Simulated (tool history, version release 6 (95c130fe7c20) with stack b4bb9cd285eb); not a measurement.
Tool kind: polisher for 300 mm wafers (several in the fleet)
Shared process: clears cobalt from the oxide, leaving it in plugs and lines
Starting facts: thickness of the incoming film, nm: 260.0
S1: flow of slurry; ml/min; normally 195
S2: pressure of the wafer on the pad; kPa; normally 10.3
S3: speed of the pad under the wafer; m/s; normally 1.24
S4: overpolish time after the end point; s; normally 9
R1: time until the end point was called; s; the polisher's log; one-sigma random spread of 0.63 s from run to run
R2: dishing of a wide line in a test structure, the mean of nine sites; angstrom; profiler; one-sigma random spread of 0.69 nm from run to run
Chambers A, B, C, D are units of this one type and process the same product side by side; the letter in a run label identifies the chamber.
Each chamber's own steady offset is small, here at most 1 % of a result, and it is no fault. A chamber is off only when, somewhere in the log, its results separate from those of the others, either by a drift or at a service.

-- hour=8.5 chamber A: worn pad replaced by a new one
run 1C hour=9.8 | S1=195 S2=10.3 S3=1.24 S4=9 | R1=50.640 R2=338.17
-- hour=17.9 chamber D: worn pad replaced by a new one
run 2A hour=18.8 | S1=195 S2=10.3 S3=1.24 S4=9 | R1=49.655 R2=325.23
run 3B hour=27.1 | S1=195 S2=10.3 S3=1.24 S4=9 | R1=50.241 R2=337.71
run 4D hour=34.3 | S1=195 S2=10.3 S3=1.24 S4=9 | R1=49.314 R2=337.15
run 5A hour=44.0 | S1=195 S2=10.3 S3=1.24 S4=9 | R1=50.289 R2=339.16
run 6B hour=49.4 | S1=195 S2=10.3 S3=1.24 S4=9 | R1=48.552 R2=347.47
-- hour=55.3 chamber A: worn pad replaced by a new one
run 7C hour=56.7 | S1=195 S2=10.3 S3=1.24 S4=9 | R1=49.128 R2=336.41
run 8D hour=62.9 | S1=125 S2=10.3 S3=1.24 S4=9 | R1=53.541 R2=324.08
-- hour=63.8 chamber B: head pressure recalibrated
-- hour=67.1 chamber D: slurry nozzle cleaned
-- hour=67.6 chamber B: worn pad replaced by a new one
run 9D hour=69.6 | S1=125 S2=10.3 S3=1.24 S4=9 | R1=53.711 R2=320.43
-- hour=70.0 chamber D: worn pad replaced by a new one
run 10C hour=77.0 | S1=125 S2=10.3 S3=1.24 S4=9 | R1=52.703 R2=314.81
run 11B hour=84.9 | S1=125 S2=10.3 S3=1.24 S4=9 | R1=54.013 R2=315.47
-- hour=89.8 chamber C: worn pad replaced by a new one
run 12A hour=91.1 | S1=195 S2=10.3 S3=1.24 S4=9 | R1=50.058 R2=331.97
run 13A hour=99.8 | S1=195 S2=10.3 S3=1.24 S4=9 | R1=50.666 R2=343.72
-- hour=101.7 chamber A: worn pad replaced by a new one
run 14C hour=107.7 | S1=195 S2=10.3 S3=1.24 S4=9 | R1=50.016 R2=344.50
run 15B hour=113.3 | S1=225 S2=12.4 S3=1.24 S4=9 | R1=40.412 R2=383.67
run 16D hour=120.3 | S1=225 S2=12.4 S3=1.24 S4=9 | R1=41.081 R2=391.77
run 17A hour=124.7 | S1=225 S2=12.4 S3=1.24 S4=9 | R1=41.239 R2=383.89
-- hour=133.1 chamber D: worn pad replaced by a new one
run 18D hour=133.4 | S1=225 S2=12.4 S3=1.24 S4=9 | R1=41.114 R2=377.42
run 19B hour=143.0 | S1=195 S2=10.3 S3=1.24 S4=9 | R1=48.154 R2=334.61
run 20C hour=152.5 | S1=195 S2=10.3 S3=1.24 S4=9 | R1=49.639 R2=348.46
-- hour=158.6 chamber B: worn pad replaced by a new one
run 21D hour=161.3 | S1=195 S2=10.3 S3=1.24 S4=9 | R1=49.478 R2=336.70
-- hour=162.2 chamber A: worn pad replaced by a new one
run 22C hour=170.2 | S1=195 S2=10.3 S3=1.24 S4=9 | R1=50.294 R2=324.93
-- hour=175.6 chamber C: worn pad replaced by a new one
run 23A hour=176.2 | S1=195 S2=10.3 S3=1.24 S4=9 | R1=50.558 R2=326.16
-- hour=182.2 chamber D: worn pad replaced by a new one
run 24B hour=186.0 | S1=125 S2=10.3 S3=1.24 S4=9 | R1=53.215 R2=322.62
run 25B hour=195.5 | S1=125 S2=10.3 S3=1.24 S4=9 | R1=54.002 R2=323.95
run 26C hour=203.8 | S1=125 S2=10.3 S3=1.24 S4=9 | R1=54.731 R2=315.34
run 27D hour=208.7 | S1=125 S2=10.3 S3=1.24 S4=9 | R1=53.604 R2=328.04
run 28A hour=213.0 | S1=195 S2=10.3 S3=0.82 S4=6 | R1=76.495 R2=174.41
run 29C hour=217.8 | S1=195 S2=10.3 S3=0.82 S4=6 | R1=75.185 R2=181.97
run 30B hour=224.2 | S1=195 S2=10.3 S3=0.82 S4=6 | R1=75.304 R2=174.03

Each of the 4 chambers runs these same settings next. Fill in every chamber's results:
run 31A hour=231.2 | S1=230 S2=10.3 S3=1.24 S4=9 | R1=? R2=?
run 31B hour=231.2 | S1=230 S2=10.3 S3=1.24 S4=9 | R1=? R2=?
run 31C hour=231.2 | S1=230 S2=10.3 S3=1.24 S4=9 | R1=? R2=?
run 31D hour=231.2 | S1=230 S2=10.3 S3=1.24 S4=9 | R1=? R2=?

run=31A R1=49.934 R2=344.37
run=31B R1=49.392 R2=332.52
run=31C R1=49.783 R2=348.01
run=31D R1=49.445 R2=341.66
